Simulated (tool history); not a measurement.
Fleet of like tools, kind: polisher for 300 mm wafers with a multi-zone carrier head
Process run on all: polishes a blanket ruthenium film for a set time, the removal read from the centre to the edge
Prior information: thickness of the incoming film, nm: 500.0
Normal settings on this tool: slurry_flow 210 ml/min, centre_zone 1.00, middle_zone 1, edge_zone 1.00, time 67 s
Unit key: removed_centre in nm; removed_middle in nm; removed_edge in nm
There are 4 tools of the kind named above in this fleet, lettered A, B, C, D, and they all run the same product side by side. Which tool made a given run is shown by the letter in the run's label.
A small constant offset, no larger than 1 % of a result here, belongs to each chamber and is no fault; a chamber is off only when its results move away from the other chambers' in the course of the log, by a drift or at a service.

{"run": "1C", "hour": 7.7, "slurry_flow": 210, "centre_zone": 1.0, "middle_zone": 1, "edge_zone": 1.0, "time": 67, "removed_centre": 53.853, "removed_middle": 53.677, "removed_edge": 53.025}
{"run": "2D", "hour": 13.5, "slurry_flow": 210, "centre_zone": 1.0, "middle_zone": 1, "edge_zone": 1.0, "time": 67, "removed_centre": 51.882, "removed_middle": 53.428, "removed_edge": 52.982}
{"hour": 16.6, "done": "chamber B: centre zone pressure recalibrated"}
{"run": "3A", "hour": 20.0, "slurry_flow": 210, "centre_zone": 1.0, "middle_zone": 1, "edge_zone": 1.0, "time": 67, "removed_centre": 53.086, "removed_middle": 53.701, "removed_edge": 54.058}
{"run": "4B", "hour": 29.4, "slurry_flow": 210, "centre_zone": 1.0, "middle_zone": 1, "edge_zone": 1.0, "time": 67, "removed_centre": 53.959, "removed_middle": 53.554, "removed_edge": 54.274}
{"hour": 33.5, "done": "chamber A: worn pad replaced by a new one"}
{"run": "5C", "hour": 35.4, "slurry_flow": 210, "centre_zone": 1.0, "middle_zone": 1, "edge_zone": 1.0, "time": 67, "removed_centre": 54.247, "removed_middle": 53.938, "removed_edge": 53.282}
{"run": "6D", "hour": 41.6, "slurry_flow": 210, "centre_zone": 0.91, "middle_zone": 1, "edge_zone": 1.0, "time": 80, "removed_centre": 57.827, "removed_middle": 63.51, "removed_edge": 64.947}
{"run": "7B", "hour": 49.7, "slurry_flow": 210, "centre_zone": 0.91, "middle_zone": 1, "edge_zone": 1.0, "time": 80, "removed_centre": 58.03, "removed_middle": 63.825, "removed_edge": 63.469}
{"run": "8A", "hour": 57.5, "slurry_flow": 210, "centre_zone": 0.91, "middle_zone": 1, "edge_zone": 1.0, "time": 80, "removed_centre": 56.737, "removed_middle": 64.17, "removed_edge": 63.458}
{"hour": 63.6, "done": "chamber A: edge zone pressure recalibrated"}
{"run": "9C", "hour": 66.8, "slurry_flow": 210, "centre_zone": 0.91, "middle_zone": 1, "edge_zone": 1.0, "time": 80, "removed_centre": 58.451, "removed_middle": 63.764, "removed_edge": 63.851}
{"hour": 75.2, "done": "chamber C: worn pad replaced by a new one"}
{"run": "10D", "hour": 76.5, "slurry_flow": 210, "centre_zone": 1.06, "middle_zone": 1, "edge_zone": 1.0, "time": 67, "removed_centre": 56.126, "removed_middle": 52.809, "removed_edge": 54.018}
{"run": "11A", "hour": 80.8, "slurry_flow": 210, "centre_zone": 1.06, "middle_zone": 1, "edge_zone": 1.0, "time": 67, "removed_centre": 56.731, "removed_middle": 53.803, "removed_edge": 53.454}
{"run": "12B", "hour": 85.3, "slurry_flow": 210, "centre_zone": 1.06, "middle_zone": 1, "edge_zone": 1.0, "time": 67, "removed_centre": 58.029, "removed_middle": 54.013, "removed_edge": 53.413}
{"run": "13A", "hour": 92.7, "slurry_flow": 210, "centre_zone": 1.06, "middle_zone": 1, "edge_zone": 1.0, "time": 67, "removed_centre": 57.614, "removed_middle": 53.67, "removed_edge": 53.997}
{"run": "14C", "hour": 100.5, "slurry_flow": 210, "centre_zone": 1.0, "middle_zone": 1, "edge_zone": 1.0, "time": 67, "removed_centre": 53.454, "removed_middle": 53.926, "removed_edge": 54.077}
{"run": "15D", "hour": 106.7, "slurry_flow": 210, "centre_zone": 1.0, "middle_zone": 1, "edge_zone": 1.0, "time": 67, "removed_centre": 54.081, "removed_middle": 53.782, "removed_edge": 53.057}
{"hour": 110.9, "done": "chamber B: worn pad replaced by a new one"}
{"run": "16B", "hour": 114.5, "slurry_flow": 210, "centre_zone": 1.0, "middle_zone": 1, "edge_zone": 1.0, "time": 67, "removed_centre": 53.383, "removed_middle": 53.532, "removed_edge": 52.29}
{"run": "17A", "hour": 120.1, "slurry_flow": 210, "centre_zone": 1.0, "middle_zone": 1, "edge_zone": 1.0, "time": 67, "removed_centre": 52.849, "removed_middle": 53.264, "removed_edge": 54.687}
{"run": "18B", "hour": 126.3, "slurry_flow": 210, "centre_zone": 1.0, "middle_zone": 1, "edge_zone": 1.0, "time": 67, "removed_centre": 53.845, "removed_middle": 53.281, "removed_edge": 52.567}
{"run": "19D", "hour": 130.7, "slurry_flow": 210, "centre_zone": 1.0, "middle_zone": 1, "edge_zone": 1.0, "time": 67, "removed_centre": 53.338, "removed_middle": 53.228, "removed_edge": 53.648}
{"run": "20C", "hour": 137.4, "slurry_flow": 210, "centre_zone": 1.0, "middle_zone": 1, "edge_zone": 1.0, "time": 67, "removed_centre": 52.971, "removed_middle": 54.093, "removed_edge": 52.461}
{"hour": 142.5, "done": "chamber D: worn pad replaced by a new one"}
{"run": "21B", "hour": 143.5, "slurry_flow": 210, "centre_zone": 1.0, "middle_zone": 1, "edge_zone": 1.0, "time": 67, "removed_centre": 53.427, "removed_middle": 53.345, "removed_edge": 53.583}
{"hour": 149.9, "done": "chamber A: worn pad replaced by a new one"}
{"hour": 151.0, "done": "chamber D: edge zone pressure recalibrated"}
{"run": "22A", "hour": 151.4, "slurry_flow": 210, "centre_zone": 1.0, "middle_zone": 1, "edge_zone": 1.0, "time": 67, "removed_centre": 53.18, "removed_middle": 53.603, "removed_edge": 53.249}
{"hour": 152.2, "done": "chamber C: worn pad replaced by a new one"}
{"hour": 156.5, "done": "chamber C: edge zone pressure recalibrated"}
{"run": "23D", "hour": 157.6, "slurry_flow": 185, "centre_zone": 1.0, "middle_zone": 1, "edge_zone": 0.92, "time": 67, "removed_centre": 52.035, "removed_middle": 52.177, "removed_edge": 50.358}
{"run": "24C", "hour": 166.3, "slurry_flow": 185, "centre_zone": 1.0, "middle_zone": 1, "edge_zone": 0.92, "time": 67, "removed_centre": 52.944, "removed_middle": 52.694, "removed_edge": 50.186}
{"run": "25A", "hour": 175.3, "slurry_flow": 185, "centre_zone": 1.0, "middle_zone": 1, "edge_zone": 0.92, "time": 67, "removed_centre": 52.055, "removed_middle": 53.054, "removed_edge": 50.758}
{"run": "26C", "hour": 183.2, "slurry_flow": 185, "centre_zone": 1.0, "middle_zone": 1, "edge_zone": 0.92, "time": 67, "removed_centre": 51.776, "removed_middle": 52.0, "removed_edge": 50.866}
{"run": "27B", "hour": 188.8, "slurry_flow": 210, "centre_zone": 1.0, "middle_zone": 1, "edge_zone": 1.0, "time": 67, "removed_centre": 54.026, "removed_middle": 53.332, "removed_edge": 53.074}
{"run": "28D", "hour": 193.2, "slurry_flow": 210, "centre_zone": 1.0, "middle_zone": 1, "edge_zone": 1.0, "time": 67, "removed_centre": 53.125, "removed_middle": 53.156, "removed_edge": 53.806}
{"run": "29B", "hour": 200.3, "slurry_flow": 210, "centre_zone": 1.0, "middle_zone": 1, "edge_zone": 1.0, "time": 67, "removed_centre": 53.369, "removed_middle": 53.331, "removed_edge": 53.936}
{"run": "30D", "hour": 210.0, "slurry_flow": 210, "centre_zone": 1.0, "middle_zone": 1, "edge_zone": 1.0, "time": 67, "removed_centre": 53.81, "removed_middle": 52.943, "removed_edge": 53.525}
{"run": "31A", "hour": 217.0, "slurry_flow": 210, "centre_zone": 1.11, "middle_zone": 1, "edge_zone": 0.9, "time": 67, "removed_centre": 59.964, "removed_middle": 53.809, "removed_edge": 50.299}
{"run": "32C", "hour": 222.3, "slurry_flow": 210, "centre_zone": 1.11, "middle_zone": 1, "edge_zone": 0.9, "time": 67, "removed_centre": 58.863, "removed_middle": 53.377, "removed_edge": 50.695}

For the next run the whole fleet of 4 chambers uses the same settings. Give each chamber's results:
{"run": "33A", "hour": 229.3, "slurry_flow": 210, "centre_zone": 1.0, "middle_zone": 1, "edge_zone": 1.0, "time": 84, "removed_centre": "?", "removed_middle": "?", "removed_edge": "?"}
{"run": "33B", "hour": 229.3, "slurry_flow": 210, "centre_zone": 1.0, "middle_zone": 1, "edge_zone": 1.0, "time": 84, "removed_centre": "?", "removed_middle": "?", "removed_edge": "?"}
{"run": "33C", "hour": 229.3, "slurry_flow": 210, "centre_zone": 1.0, "middle_zone": 1, "edge_zone": 1.0, "time": 84, "removed_centre": "?", "removed_middle": "?", "removed_edge": "?"}
{"run": "33D", "hour": 229.3, "slurry_flow": 210, "centre_zone": 1.0, "middle_zone": 1, "edge_zone": 1.0, "time": 84, "removed_centre": "?", "removed_middle": "?", "removed_edge": "?"}

run=33A removed_centre=66.217 removed_middle=67.272 removed_edge=66.979
run=33B removed_centre=67.275 removed_middle=66.745 removed_edge=66.050
run=33C removed_centre=67.351 removed_middle=66.927 removed_edge=67.297
run=33D removed_centre=66.625 removed_middle=66.683 removed_edge=67.850

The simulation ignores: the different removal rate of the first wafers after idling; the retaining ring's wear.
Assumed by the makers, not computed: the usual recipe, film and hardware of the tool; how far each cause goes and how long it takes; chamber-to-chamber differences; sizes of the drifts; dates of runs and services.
